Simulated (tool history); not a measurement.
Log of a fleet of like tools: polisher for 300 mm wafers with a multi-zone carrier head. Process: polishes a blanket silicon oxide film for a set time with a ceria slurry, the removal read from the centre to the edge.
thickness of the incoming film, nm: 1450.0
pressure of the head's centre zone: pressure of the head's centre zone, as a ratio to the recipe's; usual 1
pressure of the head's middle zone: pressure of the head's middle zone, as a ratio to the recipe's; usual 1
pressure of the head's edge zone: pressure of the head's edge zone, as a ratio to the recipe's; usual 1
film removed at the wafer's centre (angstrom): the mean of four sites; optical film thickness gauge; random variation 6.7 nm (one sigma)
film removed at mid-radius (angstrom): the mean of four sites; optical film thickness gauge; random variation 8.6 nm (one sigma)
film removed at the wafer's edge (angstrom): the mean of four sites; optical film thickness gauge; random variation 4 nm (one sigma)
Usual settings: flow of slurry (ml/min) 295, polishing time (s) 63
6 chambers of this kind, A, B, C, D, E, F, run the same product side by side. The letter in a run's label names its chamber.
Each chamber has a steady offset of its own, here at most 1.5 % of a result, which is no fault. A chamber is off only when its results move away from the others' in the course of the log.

| run | day | flow of slurry (ml/min) | pressure of the head's centre zone | pressure of the head's middle zone | pressure of the head's edge zone | polishing time (s) | film removed at the wafer's centre (angstrom) | film removed at mid-radius (angstrom) | film removed at the wafer's edge (angstrom) |
|---|---|---|---|---|---|---|---|---|---|
|  | 0.067 | chamber B: slurry nozzle cleaned |
| 1F | 0.45 | 295 | 1 | 1 | 1 | 63 | 6113 | 6089.5 | 5937.6 |
|  | 0.5 | chamber B: worn pad replaced by a new one |
| 2B | 0.675 | 295 | 1 | 1 | 1 | 63 | 5748.6 | 5959.1 | 5907.5 |
| 3A | 0.904 | 295 | 1 | 1 | 1 | 63 | 6080.1 | 5996.9 | 5971.3 |
| 4D | 1.242 | 295 | 1 | 1 | 1 | 63 | 6040.2 | 5879.8 | 5910.4 |
|  | 1.304 | chamber C: slurry nozzle cleaned |
|  | 1.562 | chamber A: worn pad replaced by a new one |
| 5E | 1.712 | 295 | 1 | 1 | 1 | 63 | 5810.3 | 5920.3 | 5862.9 |
|  | 1.758 | chamber E: slurry nozzle cleaned |
|  | 1.917 | chamber C: worn pad replaced by a new one |
| 6C | 2.017 | 295 | 1 | 1 | 1 | 63 | 5808.9 | 5960.8 | 5785.8 |
|  | 2.117 | chamber E: centre zone pressure recalibrated |
|  | 2.275 | chamber E: worn pad replaced by a new one |
| 7D | 2.433 | 295 | 1 | 1 | 1 | 63 | 6102.1 | 5837.1 | 5918.6 |
| 8C | 2.792 | 295 | 1 | 1 | 1 | 63 | 5840.2 | 6049.7 | 5843.3 |
| 9F | 3.262 | 295 | 1 | 1 | 1 | 63 | 5768.1 | 5894.4 | 5966.3 |
|  | 3.396 | chamber D: centre zone pressure recalibrated |
|  | 3.433 | chamber B: worn pad replaced by a new one |
| 10B | 3.483 | 390 | 1 | 1 | 1 | 63 | 6035.4 | 6259.9 | 5966.1 |
| 11E | 3.838 | 390 | 1 | 1 | 1 | 63 | 6118.4 | 6066.5 | 5926.4 |
|  | 4.104 | chamber D: worn pad replaced by a new one |
| 12A | 4.162 | 390 | 1 | 1 | 1 | 63 | 5991.5 | 5969.2 | 6009.6 |
|  | 4.254 | chamber A: worn pad replaced by a new one |
| 13D | 4.638 | 390 | 1 | 1 | 1 | 63 | 6205.2 | 5924.3 | 6000.9 |
| 14F | 4.888 | 390 | 1 | 1 | 1 | 63 | 6049.7 | 6100.5 | 6000.3 |
| 15B | 5.125 | 390 | 1 | 1 | 1 | 63 | 5964.9 | 6114.8 | 5966.8 |
| 16E | 5.408 | 295 | 1 | 1 | 1 | 63 | 6008.1 | 5856.3 | 5854.8 |
| 17A | 5.833 | 295 | 1 | 1 | 1 | 63 | 5878.9 | 5958.8 | 5976.8 |
| 18C | 6.158 | 295 | 1 | 1 | 1 | 63 | 5873 | 5931 | 5905.3 |
| 19E | 6.446 | 295 | 1 | 1 | 1 | 63 | 5909.7 | 6042.5 | 5850.4 |
|  | 6.558 | chamber B: worn pad replaced by a new one |
|  | 6.583 | chamber F: centre zone pressure recalibrated |
|  | 6.583 | chamber E: worn pad replaced by a new one |
|  | 6.646 | chamber C: worn pad replaced by a new one |
|  | 6.662 | chamber A: worn pad replaced by a new one |
| 20D | 6.679 | 295 | 1 | 1 | 1 | 63 | 6012.4 | 5962.3 | 5897.5 |
| 21A | 7 | 375 | 1 | 1 | 1 | 63 | 6171.4 | 6053.6 | 6029 |
| 22C | 7.483 | 375 | 1 | 1 | 1 | 63 | 6112.6 | 6203.9 | 5946.8 |
|  | 7.638 | chamber A: centre zone pressure recalibrated |
| 23F | 7.817 | 375 | 1 | 1 | 1 | 63 | 5875.7 | 5997.1 | 5892.5 |
|  | 7.929 | chamber D: worn pad replaced by a new one |
| 24B | 8.117 | 375 | 1 | 1 | 1 | 63 | 5833.5 | 6097.4 | 5926 |
| 25E | 8.446 | 375 | 1 | 1 | 1 | 63 | 5987.2 | 5832.6 | 6010.1 |
| 26F | 8.879 | 375 | 1 | 1 | 1 | 63 | 5832.4 | 5727.2 | 5848.1 |
|  | 9.133 | chamber B: worn pad replaced by a new one |
|  | 9.204 | chamber A: worn pad replaced by a new one |
| 27C | 9.246 | 295 | 1 | 1 | 1 | 63 | 5780 | 5750.1 | 5845.5 |
| 28D | 9.621 | 295 | 1 | 1 | 1 | 63 | 5971.5 | 5841 | 5911.8 |
| 29A | 10.017 | 295 | 1 | 1 | 1 | 63 | 5793.8 | 5780.9 | 5903.5 |
| 30B | 10.271 | 295 | 1 | 1 | 1 | 63 | 5759.2 | 5947.5 | 5878.7 |
|  | 10.542 | chamber C: worn pad replaced by a new one |
|  | 10.571 | chamber E: worn pad replaced by a new one |
|  | 10.596 | chamber B: slurry nozzle cleaned |
| 31E | 10.621 | 295 | 1 | 1 | 1 | 63 | 5923.5 | 5970.7 | 5890.3 |
| 32C | 11.033 | 295 | 1 | 1 | 1 | 63 | 5811.8 | 5891.5 | 5877.6 |
|  | 11.408 | chamber F: edge zone pressure recalibrated |
| 33F | 11.429 | 295 | 1 | 1 | 1 | 63 | 5475.3 | 5478 | 5603 |
|  | 11.629 | chamber B: worn pad replaced by a new one |
|  | 11.9 | chamber A: worn pad replaced by a new one |
| 34D | 11.9 | 295 | 1 | 1.04 | 1 | 63 | 5916.5 | 6053.4 | 5826.8 |
|  | 12.021 | chamber D: worn pad replaced by a new one |
| 35B | 12.175 | 295 | 1 | 1.04 | 1 | 63 | 5783.6 | 6231.1 | 5814 |
|  | 12.496 | chamber A: slurry nozzle cleaned |
| 36A | 12.496 | 295 | 1 | 1.04 | 1 | 63 | 5905 | 6230.1 | 5999.9 |
| 37D | 12.879 | 295 | 1 | 1.04 | 1 | 63 | 5937.2 | 6092.4 | 5884.7 |
|  | 13.067 | chamber C: slurry nozzle cleaned |
| 38C | 13.267 | 295 | 1 | 1.04 | 1 | 63 | 6016.9 | 6184.4 | 5902.8 |
|  | 13.371 | chamber A: edge zone pressure recalibrated |
| 39A | 13.708 | 295 | 1 | 1.04 | 1 | 63 | 5988.3 | 6366.6 | 5976.7 |
| 40B | 13.996 | 295 | 1 | 1 | 1 | 63 | 5908.7 | 5962.5 | 5862.1 |

What goes on in this fleet: one chamber off, a drifting gauge, or nothing beyond the chambers' own small offsets? Name the chamber and the cause, if any.

Chamber F drifts away from the others.
Cause: removal rate lost through wear of the pad, % = 10.2.

Here are 4 candidates for chamber F's next run, each the usual settings with a change, their results left as question marks. Which one brings its results back in line with what the others give on the usual settings?
In line means no further than this from the other chambers' mean on the usual settings: film removed at the wafer's centre (angstrom) 230; film removed at mid-radius (angstrom) 300; film removed at the wafer's edge (angstrom) 140
| 41F-1 | 14.342 | 300 | 1 | 1.01 | 1 | 69 | ? | ? | ? |
| 41F-2 | 14.342 | 295 | 1 | 1 | 1 | 61 | ? | ? | ? |
| 41F-3 | 14.342 | 290 | 1 | 0.99 | 1 | 57 | ? | ? | ? |
| 41F-4 | 14.342 | 295 | 1 | 1 | 1 | 65 | ? | ? | ? |

The other chambers' mean on the usual settings: film removed at the wafer's centre (angstrom) 5900.8; film removed at mid-radius (angstrom) 5923.3; film removed at the wafer's edge (angstrom) 5892.8
| run | film removed at the wafer's centre (angstrom) | film removed at mid-radius (angstrom) | film removed at the wafer's edge (angstrom) |
|---|---|---|---|
| 41F-1 | 5851.6 | 5906.1 | 5867.9 |
| 41F-2 | 5163.3 | 5166 | 5181.8 |
| 41F-3 | 4815.3 | 4775.4 | 4836.4 |
| 41F-4 | 5501.9 | 5504.7 | 5521.6 |
41F-1 brings the chamber back in line.
